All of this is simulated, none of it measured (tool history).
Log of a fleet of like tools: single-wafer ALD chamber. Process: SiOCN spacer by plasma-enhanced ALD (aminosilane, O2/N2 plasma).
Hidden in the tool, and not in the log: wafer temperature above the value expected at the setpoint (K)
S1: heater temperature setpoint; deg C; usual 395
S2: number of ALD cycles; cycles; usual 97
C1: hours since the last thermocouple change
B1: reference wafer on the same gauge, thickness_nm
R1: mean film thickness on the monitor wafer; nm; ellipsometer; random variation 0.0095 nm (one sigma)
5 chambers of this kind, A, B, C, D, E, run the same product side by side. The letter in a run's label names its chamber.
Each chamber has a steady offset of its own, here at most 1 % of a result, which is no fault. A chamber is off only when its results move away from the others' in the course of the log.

Run 1D, hour 5.4: usual settings; C1 1199.2; B1 5.3482. Result: R1 5.8057 nm.
Run 2C, hour 8.5: usual settings; C1 2136.3; B1 5.346. Result: R1 5.846 nm.
Run 3B, hour 13.4: usual settings; C1 75.1; B1 5.3466. Result: R1 5.8324 nm.
Run 4E, hour 19.6: usual settings; C1 1190.6; B1 5.346. Result: R1 5.8308 nm.
Run 5A, hour 25.3: usual settings; C1 1038.2; B1 5.3473. Result: R1 5.81 nm.
Run 6C, hour 29.1: usual settings; C1 2156.9; B1 5.3426. Result: R1 5.8343 nm.
Run 7B, hour 32.9: usual settings; C1 94.6; B1 5.342. Result: R1 5.8289 nm.
Run 8A, hour 38.5: usual settings; C1 1051.4; B1 5.3432. Result: R1 5.7932 nm.
Run 9D, hour 42.2: usual settings; C1 1236; B1 5.3411. Result: R1 5.8042 nm.
Run 10E, hour 45.3: usual settings but S1 403 deg C; C1 1216.3; B1 5.341. Result: R1 5.6887 nm.
Run 11C, hour 49.5: usual settings but S1 403 deg C; C1 2177.3; B1 5.3413. Result: R1 5.7014 nm.
Run 12A, hour 54.3: usual settings but S1 403 deg C; C1 1067.2; B1 5.3382. Result: R1 5.7525 nm.
Run 13D, hour 60.2: usual settings but S1 403 deg C; C1 1254; B1 5.3365. Result: R1 5.7623 nm.
Run 14E, hour 63.6: usual settings but S1 403 deg C; C1 1234.6; B1 5.335. Result: R1 5.6883 nm.
Run 15B, hour 66.7: usual settings but S1 389 deg C, S2 87 cycles; C1 128.4; B1 5.3373. Result: R1 5.229 nm.
Run 16C, hour 70.6: usual settings but S1 389 deg C, S2 87 cycles; C1 2198.4; B1 5.3358. Result: R1 5.2441 nm.
Run 17B, hour 74.3: usual settings but S1 389 deg C, S2 87 cycles; C1 136; B1 5.3347. Result: R1 5.2134 nm.
Run 18D, hour 79: usual settings but S1 389 deg C, S2 87 cycles; C1 1272.8; B1 5.3335. Result: R1 5.2081 nm.
Run 19E, hour 83.8: usual settings but S1 389 deg C, S2 87 cycles; C1 1254.8; B1 5.3347. Result: R1 5.2471 nm.
Run 20A, hour 89.5: usual settings; C1 1102.4; B1 5.331. Result: R1 5.7705 nm.
Run 21A, hour 93.2: usual settings; C1 1106.1; B1 5.3309. Result: R1 5.7798 nm.
Run 22B, hour 98.4: usual settings; C1 160.1; B1 5.3309. Result: R1 5.8145 nm.
Run 23D, hour 104.4: usual settings; C1 1298.2; B1 5.3272. Result: R1 5.7971 nm.
Run 24C, hour 109.3: usual settings; C1 2237.1; B1 5.3273. Result: R1 5.8114 nm.
Run 25E, hour 114.9: usual settings; C1 1285.9; B1 5.3259. Result: R1 5.7942 nm.
Run 26B, hour 117.7: usual settings; C1 179.4; B1 5.3283. Result: R1 5.7982 nm.
Run 27C, hour 123.4: usual settings; C1 2251.2; B1 5.3246. Result: R1 5.8105 nm.
Run 28D, hour 129.5: usual settings; C1 1323.3; B1 5.3221. Result: R1 5.7962 nm.
At hour 129.9: chamber D: thermocouple changed; heater temperature recalibrated.
Run 29E, hour 133.3: usual settings; C1 1304.3; B1 5.3223. Result: R1 5.804 nm.
Run 30A, hour 139.3: usual settings; C1 1152.2; B1 5.3224. Result: R1 5.7793 nm.
Run 31E, hour 143.3: usual settings; C1 1314.3; B1 5.3208. Result: R1 5.805 nm.
Run 32C, hour 148.5: usual settings; C1 2276.3; B1 5.3169. Result: R1 5.8144 nm.
Run 33D, hour 151.5: usual settings; C1 21.6; B1 5.3178. Result: R1 5.8071 nm.
Run 34B, hour 157.4: usual settings; C1 219.1; B1 5.3152. Result: R1 5.7761 nm.
Run 35A, hour 161.8: usual settings; C1 1174.7; B1 5.3151. Result: R1 5.7769 nm.
Run 36B, hour 166.2: usual settings; C1 227.9; B1 5.3156. Result: R1 5.7978 nm.

Next, every chamber runs the same settings. What will each give?
Run 37A, hour 170.6: usual settings but S2 88 cycles. Result: R1 ?.
Run 37B, hour 170.6: usual settings but S2 88 cycles. Result: R1 ?.
Run 37C, hour 170.6: usual settings but S2 88 cycles. Result: R1 ?.
Run 37D, hour 170.6: usual settings but S2 88 cycles. Result: R1 ?.
Run 37E, hour 170.6: usual settings but S2 88 cycles. Result: R1 ?.

run      R1
37A  5.2334
37B  5.2567
37C  5.2745
37D  5.2327
37E   5.259
